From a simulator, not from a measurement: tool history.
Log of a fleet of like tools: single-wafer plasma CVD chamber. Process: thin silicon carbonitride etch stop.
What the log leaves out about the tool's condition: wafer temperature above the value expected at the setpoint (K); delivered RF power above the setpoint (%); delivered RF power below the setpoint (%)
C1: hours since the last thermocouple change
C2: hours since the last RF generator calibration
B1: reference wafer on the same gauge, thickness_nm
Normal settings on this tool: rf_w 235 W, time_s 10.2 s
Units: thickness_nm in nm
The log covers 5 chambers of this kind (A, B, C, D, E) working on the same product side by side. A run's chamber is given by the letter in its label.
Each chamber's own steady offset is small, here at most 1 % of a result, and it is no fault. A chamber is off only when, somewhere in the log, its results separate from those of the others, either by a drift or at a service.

run 1A day=0.175 | rf_w=235 time_s=10.2 | C1=1037.0 C2=1662.8 | B1=5.6977 | thickness_nm=6.0859
run 2B day=0.325 | rf_w=235 time_s=10.2 | C1=2385.0 C2=327.4 | B1=5.6952 | thickness_nm=6.0574
run 3D day=0.417 | rf_w=235 time_s=10.2 | C1=1426.2 C2=1310.7 | B1=5.6927 | thickness_nm=6.1018
run 4E day=0.562 | rf_w=235 time_s=10.2 | C1=297.2 C2=44.4 | B1=5.6929 | thickness_nm=6.0939
run 5C day=0.717 | rf_w=235 time_s=10.2 | C1=467.1 C2=2207.6 | B1=5.6879 | thickness_nm=6.1041
run 6C day=0.833 | rf_w=235 time_s=10.2 | C1=469.9 C2=2210.4 | B1=5.6898 | thickness_nm=6.1200
run 7D day=0.933 | rf_w=200 time_s=8.3 | C1=1438.6 C2=1323.1 | B1=5.6905 | thickness_nm=4.7492
run 8B day=1.083 | rf_w=200 time_s=8.3 | C1=2403.2 C2=345.6 | B1=5.6867 | thickness_nm=4.7303
run 9E day=1.250 | rf_w=200 time_s=8.3 | C1=313.7 C2=60.9 | B1=5.6931 | thickness_nm=4.6709
run 10A day=1.388 | rf_w=200 time_s=8.3 | C1=1066.1 C2=1691.9 | B1=5.6902 | thickness_nm=4.7266
run 11C day=1.504 | rf_w=200 time_s=8.3 | C1=486.0 C2=2226.5 | B1=5.6944 | thickness_nm=4.6940
run 12E day=1.675 | rf_w=235 time_s=10.2 | C1=323.9 C2=71.1 | B1=5.6911 | thickness_nm=6.0600
run 13D day=1.812 | rf_w=235 time_s=10.2 | C1=1459.7 C2=1344.2 | B1=5.6907 | thickness_nm=6.0748
run 14B day=1.917 | rf_w=235 time_s=10.2 | C1=2423.2 C2=365.6 | B1=5.6981 | thickness_nm=6.0533
run 15A day=2.092 | rf_w=235 time_s=10.2 | C1=1083.0 C2=1708.8 | B1=5.7012 | thickness_nm=6.0754
run 16E day=2.283 | rf_w=235 time_s=10.2 | C1=338.5 C2=85.7 | B1=5.6881 | thickness_nm=6.0732
run 17C day=2.400 | rf_w=235 time_s=10.2 | C1=507.5 C2=2248.0 | B1=5.6877 | thickness_nm=6.1074
run 18A day=2.600 | rf_w=235 time_s=10.2 | C1=1095.2 C2=1721.0 | B1=5.6918 | thickness_nm=6.0146
run 19B day=2.746 | rf_w=215 time_s=10.2 | C1=2443.1 C2=385.5 | B1=5.6887 | thickness_nm=5.9163
run 20D day=2.862 | rf_w=215 time_s=10.2 | C1=1484.9 C2=1369.4 | B1=5.6937 | thickness_nm=5.9581
run 21B day=3.004 | rf_w=215 time_s=10.2 | C1=2449.3 C2=391.7 | B1=5.6890 | thickness_nm=5.9143
run 22A day=3.125 | rf_w=215 time_s=10.2 | C1=1107.8 C2=1733.6 | B1=5.6841 | thickness_nm=5.9028
run 23E day=3.262 | rf_w=215 time_s=10.2 | C1=362.0 C2=109.2 | B1=5.6911 | thickness_nm=5.9370
run 24C day=3.446 | rf_w=235 time_s=10.2 | C1=532.6 C2=2273.1 | B1=5.6898 | thickness_nm=6.1202
run 25D day=3.550 | rf_w=235 time_s=10.2 | C1=1501.4 C2=1385.9 | B1=5.6879 | thickness_nm=6.0738
run 26C day=3.667 | rf_w=235 time_s=10.2 | C1=537.9 C2=2278.4 | B1=5.6959 | thickness_nm=6.0928
run 27D day=3.800 | rf_w=235 time_s=10.2 | C1=1507.4 C2=1391.9 | B1=5.6872 | thickness_nm=6.1101
run 28B day=3.988 | rf_w=235 time_s=10.2 | C1=2472.9 C2=415.3 | B1=5.6941 | thickness_nm=6.0429
run 29A day=4.179 | rf_w=235 time_s=10.2 | C1=1133.1 C2=1758.9 | B1=5.6929 | thickness_nm=6.1246
run 30E day=4.321 | rf_w=235 time_s=10.2 | C1=387.4 C2=134.6 | B1=5.6983 | thickness_nm=6.0111
run 31B day=4.458 | rf_w=235 time_s=10.2 | C1=2484.2 C2=426.6 | B1=5.6916 | thickness_nm=6.0478
run 32C day=4.579 | rf_w=235 time_s=10.2 | C1=559.8 C2=2300.3 | B1=5.6905 | thickness_nm=6.0728
run 33D day=4.683 | rf_w=235 time_s=10.2 | C1=1528.6 C2=1413.1 | B1=5.6948 | thickness_nm=6.1276
run 34E day=4.867 | rf_w=235 time_s=10.2 | C1=400.5 C2=147.7 | B1=5.6899 | thickness_nm=6.0672
run 35A day=5.033 | rf_w=235 time_s=10.2 | C1=1153.6 C2=1779.4 | B1=5.6827 | thickness_nm=6.1384
run 36D day=5.233 | rf_w=235 time_s=10.2 | C1=1541.8 C2=1426.3 | B1=5.6917 | thickness_nm=6.1521
run 37E day=5.396 | rf_w=220 time_s=10.2 | C1=413.2 C2=160.4 | B1=5.6821 | thickness_nm=5.9387
run 38C day=5.588 | rf_w=220 time_s=10.2 | C1=584.0 C2=2324.5 | B1=5.6877 | thickness_nm=6.0136
run 39B day=5.783 | rf_w=220 time_s=10.2 | C1=2516.0 C2=458.4 | B1=5.6930 | thickness_nm=5.9871
run 40A day=5.942 | rf_w=220 time_s=10.2 | C1=1175.4 C2=1801.2 | B1=5.6828 | thickness_nm=5.9428

What goes on in this fleet: one chamber off, a drifting gauge, or nothing beyond the chambers' own small offsets? Name the chamber and the cause, if any.

No chamber stands off beyond its own small offset, and the gauge holds steady.
